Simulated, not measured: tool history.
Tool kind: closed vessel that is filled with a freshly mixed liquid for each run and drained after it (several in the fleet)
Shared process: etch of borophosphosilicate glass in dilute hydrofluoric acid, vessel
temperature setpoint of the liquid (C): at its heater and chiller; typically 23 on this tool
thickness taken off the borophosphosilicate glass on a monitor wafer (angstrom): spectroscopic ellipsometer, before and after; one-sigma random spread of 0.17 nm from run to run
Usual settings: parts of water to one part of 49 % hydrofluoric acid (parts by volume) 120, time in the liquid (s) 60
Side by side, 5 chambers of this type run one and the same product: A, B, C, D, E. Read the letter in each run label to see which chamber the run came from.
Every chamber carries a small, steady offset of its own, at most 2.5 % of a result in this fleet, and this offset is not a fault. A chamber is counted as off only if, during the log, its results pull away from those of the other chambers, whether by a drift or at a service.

run	hour	temperature setpoint of the liquid (C)	parts of water to one part of 49 % hydrofluoric acid (parts by volume)	time in the liquid (s)	hours since the thermometer was replaced	hours since the hydrofluoric acid flow meter was replaced	read-back film thickness of the borophosphosilicate glass reference wafer, read on the same gauge (nm)	thickness taken off the borophosphosilicate glass on a monitor wafer (angstrom)
1B	3.9	23	120	60	1523.3	885.1	119.99	254.87
2E	6.7	23	120	60	650.3	420.6	119.97	261.81
3A	10.6	23	120	60	459.7	351.7	120.02	263.52
4C	14.1	23	120	60	538.5	732.2	120.01	263.97
5D	18.7	23	120	80	491.1	267.6	120.03	345.97
6A	21.1	23	120	80	470.2	362.2	120.01	350.16
7B	24.7	23	120	80	1544.1	905.9	120.03	343.12
8D	27.5	23	120	80	499.9	276.4	119.98	351.89
9E	32.9	23	120	80	676.5	446.8	119.99	352.26
10C	37.7	25.5	120	75	562.1	755.8	120	364.82
11C	40.8	25.5	120	75	565.2	758.9	120	367.32
12D	43.3	25.5	120	75	515.7	292.2	120.02	357.68
13A	48.9	25.5	120	75	498	390	119.98	361.53
14B	51.7	25.5	120	75	1571.1	932.9	120.01	353.4
15E	54.4	23	120	60	698	468.3	120.01	264.26
16E	58	27.5	120	75	701.6	471.9	120	387.48
17C	60.7	27.5	120	75	585.1	778.8	119.99	391.15
18A	65.7	27.5	120	75	514.8	406.8	120.01	391.84
19B	68.8	27.5	120	75	1588.2	950	119.97	378.96
20D	71.7	27.5	120	75	544.1	320.6	119.99	387.76
21D	76	23	120	60	548.4	324.9	120	263.88
22E	79.2	23	120	60	722.8	493.1	119.99	267.15
23B	84.8	23	120	60	1604.2	966	120.01	254.15
24A	88.8	23	120	60	537.9	429.9	119.97	261.48
25C	94.2	23	120	60	618.6	812.3	119.99	260.1
26C	97.8	23	120	60	622.2	815.9	120	266.32
27D	102.8	23	120	60	575.2	351.7	119.97	260
28E	105.6	23	120	60	749.2	519.5	120.02	270.5
29B	110.9	23	120	60	1630.3	992.1	120	256.38
30A	113.4	26	165	60	562.5	454.5	120	203.73
31A	115.9	26	165	60	565	457	119.97	204.79
32C	119	26	165	60	643.4	837.1	120.01	201.26
33B	123.8	26	165	60	1643.2	1005	119.99	200.68
34E	127.4	26	165	60	771	541.3	119.98	208.55
35D	131.2	23	120	60	603.6	380.1	120.02	263.15
36A	135.8	23	120	60	584.9	476.9	120	264.5
37D	138.9	23	120	60	611.3	387.8	120.02	260.96

Has any chamber moved away from the others, gradually or after a service, or does the common gauge drift, or do the chambers differ only by their own small steady offsets? State the chamber and the most likely cause if one applies.

Chamber E drifts away from the others.
Cause: liquid hotter than its thermometer reads (K) = 1.15.
The log may not tell that from: hydrofluoric acid flow above the setpoint (%).

Which of the 4 candidates below, each the usual settings with something changed and its results left as question marks, puts chamber E back in line with what the other chambers give on the usual settings?
A result is in line if it is within this distance of the other chambers' mean on the usual settings: thickness taken off the borophosphosilicate glass on a monitor wafer (angstrom) 5.9
38E-1	143	24	120	60				?
38E-2	143	23	120	55				?
38E-3	143	23	125	60				?
38E-4	143	25	120	60				?

The other chambers' mean on the usual settings: thickness taken off the borophosphosilicate glass on a monitor wafer (angstrom) 260.97
run	thickness taken off the borophosphosilicate glass on a monitor wafer (angstrom)
38E-1	282.79
38E-2	249.55
38E-3	259.73
38E-4	293.76
38E-3 puts the chamber back in line with the other chambers.
